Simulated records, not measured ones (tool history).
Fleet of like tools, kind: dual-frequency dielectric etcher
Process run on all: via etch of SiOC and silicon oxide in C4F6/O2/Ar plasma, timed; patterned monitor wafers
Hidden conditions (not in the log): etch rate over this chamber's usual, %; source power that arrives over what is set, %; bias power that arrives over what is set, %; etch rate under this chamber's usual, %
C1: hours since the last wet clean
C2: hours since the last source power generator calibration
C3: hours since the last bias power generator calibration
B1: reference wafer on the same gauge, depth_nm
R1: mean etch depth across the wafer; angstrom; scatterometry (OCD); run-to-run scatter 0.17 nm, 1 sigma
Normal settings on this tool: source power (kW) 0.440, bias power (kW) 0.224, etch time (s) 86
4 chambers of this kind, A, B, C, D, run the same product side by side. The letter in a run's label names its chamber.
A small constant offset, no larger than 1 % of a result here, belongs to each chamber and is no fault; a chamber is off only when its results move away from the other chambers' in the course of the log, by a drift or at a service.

Run 1A, day 0.283: usual settings; C1 120.6; C2 950.1; C3 3296.4; B1 107.95. Result: R1 1085.10 angstrom.
Run 2D, day 0.454: usual settings; C1 462.1; C2 1874.1; C3 1353.3; B1 107.91. Result: R1 1087.20 angstrom.
Run 3B, day 0.717: usual settings; C1 50.0; C2 3457.5; C3 19.0; B1 107.93. Result: R1 1075.90 angstrom.
Run 4C, day 0.875: usual settings; C1 48.8; C2 1942.0; C3 138.6; B1 107.89. Result: R1 1072.40 angstrom.
Run 5B, day 1.029: usual settings but source power (kW) 0.540, etch time (s) 68; C1 57.5; C2 3465.0; C3 26.5; B1 107.93. Result: R1 918.91 angstrom.
Run 6A, day 1.179: usual settings but source power (kW) 0.540, etch time (s) 68; C1 142.1; C2 971.6; C3 3317.9; B1 107.89. Result: R1 929.19 angstrom.
Run 7C, day 1.312: usual settings but source power (kW) 0.540, etch time (s) 68; C1 59.3; C2 1952.5; C3 149.1; B1 107.87. Result: R1 919.95 angstrom.
Run 8D, day 1.504: usual settings but source power (kW) 0.540, etch time (s) 68; C1 487.3; C2 1899.3; C3 1378.5; B1 107.86. Result: R1 926.19 angstrom.
Run 9C, day 1.725: usual settings; C1 69.2; C2 1962.4; C3 159.0; B1 107.84. Result: R1 1074.10 angstrom.
Run 10B, day 2.004: usual settings; C1 80.9; C2 3488.4; C3 49.9; B1 107.78. Result: R1 1077.60 angstrom.
Run 11A, day 2.229: usual settings but source power (kW) 0.480, etch time (s) 95; C1 167.3; C2 996.8; C3 3343.1; B1 107.79. Result: R1 1237.90 angstrom.
Run 12D, day 2.375: usual settings but source power (kW) 0.480, etch time (s) 95; C1 508.2; C2 1920.2; C3 1399.4; B1 107.71. Result: R1 1241.70 angstrom.
Run 13B, day 2.612: usual settings but source power (kW) 0.480, etch time (s) 95; C1 95.5; C2 3503.0; C3 64.5; B1 107.70. Result: R1 1228.30 angstrom.
Run 14C, day 2.896: usual settings but source power (kW) 0.480, etch time (s) 95; C1 97.3; C2 1990.5; C3 187.1; B1 107.76. Result: R1 1226.30 angstrom.
Run 15A, day 3.146: usual settings; C1 189.3; C2 1018.8; C3 3365.1; B1 107.75. Result: R1 1082.70 angstrom.
Run 16D, day 3.392: usual settings; C1 532.6; C2 1944.6; C3 1423.8; B1 107.70. Result: R1 1083.70 angstrom.
Run 17C, day 3.562: usual settings; C1 113.3; C2 2006.5; C3 203.1; B1 107.66. Result: R1 1071.90 angstrom.
Run 18B, day 3.821: usual settings; C1 124.5; C2 3532.0; C3 93.5; B1 107.62. Result: R1 1074.10 angstrom.
Run 19D, day 4.004: usual settings but source power (kW) 0.480, bias power (kW) 0.178; C1 547.3; C2 1959.3; C3 1438.5; B1 107.62. Result: R1 1037.80 angstrom.
Run 20A, day 4.154: usual settings but source power (kW) 0.480, bias power (kW) 0.178; C1 213.5; C2 1043.0; C3 3389.3; B1 107.56. Result: R1 1041.00 angstrom.
Run 21C, day 4.383: usual settings but source power (kW) 0.480, bias power (kW) 0.178; C1 133.0; C2 2026.2; C3 222.8; B1 107.54. Result: R1 1027.40 angstrom.
Run 22A, day 4.608: usual settings but source power (kW) 0.480, bias power (kW) 0.178; C1 224.4; C2 1053.9; C3 3400.2; B1 107.55. Result: R1 1041.40 angstrom.
Run 23D, day 4.846: usual settings; C1 567.5; C2 1979.5; C3 1458.7; B1 107.50. Result: R1 1083.60 angstrom.
Run 24B, day 5.104: usual settings; C1 155.3; C2 3562.8; C3 124.3; B1 107.51. Result: R1 1072.70 angstrom.
Run 25D, day 5.375: usual settings; C1 580.2; C2 1992.2; C3 1471.4; B1 107.45. Result: R1 1081.60 angstrom.
Run 26C, day 5.533: usual settings; C1 160.6; C2 2053.8; C3 250.4; B1 107.46. Result: R1 1072.20 angstrom.
Run 27A, day 5.792: usual settings; C1 252.8; C2 1082.3; C3 3428.6; B1 107.44. Result: R1 1078.70 angstrom.
Run 28B, day 5.933: usual settings; C1 175.2; C2 3582.7; C3 144.2; B1 107.42. Result: R1 1072.30 angstrom.
Run 29D, day 6.129: usual settings; C1 598.3; C2 2010.3; C3 1489.5; B1 107.39. Result: R1 1084.70 angstrom.
Run 30C, day 6.388: usual settings; C1 181.1; C2 2074.3; C3 270.9; B1 107.39. Result: R1 1068.80 angstrom.
Run 31A, day 6.550: usual settings; C1 271.0; C2 1100.5; C3 3446.8; B1 107.38. Result: R1 1078.40 angstrom.
Run 32B, day 6.733: usual settings; C1 194.4; C2 3601.9; C3 163.4; B1 107.38. Result: R1 1069.30 angstrom.
Run 33D, day 6.958: usual settings; C1 618.2; C2 2030.2; C3 1509.4; B1 107.35. Result: R1 1080.20 angstrom.

One chamber off, gauge drift, or nothing amiss beyond the chambers' own small offsets? If it is a chamber, which one, and what is the likeliest cause?

The gauge drifts, so all chambers seem to drift together. No chamber is off.
Likeliest cause: gauge reads low (%) = 0.655.

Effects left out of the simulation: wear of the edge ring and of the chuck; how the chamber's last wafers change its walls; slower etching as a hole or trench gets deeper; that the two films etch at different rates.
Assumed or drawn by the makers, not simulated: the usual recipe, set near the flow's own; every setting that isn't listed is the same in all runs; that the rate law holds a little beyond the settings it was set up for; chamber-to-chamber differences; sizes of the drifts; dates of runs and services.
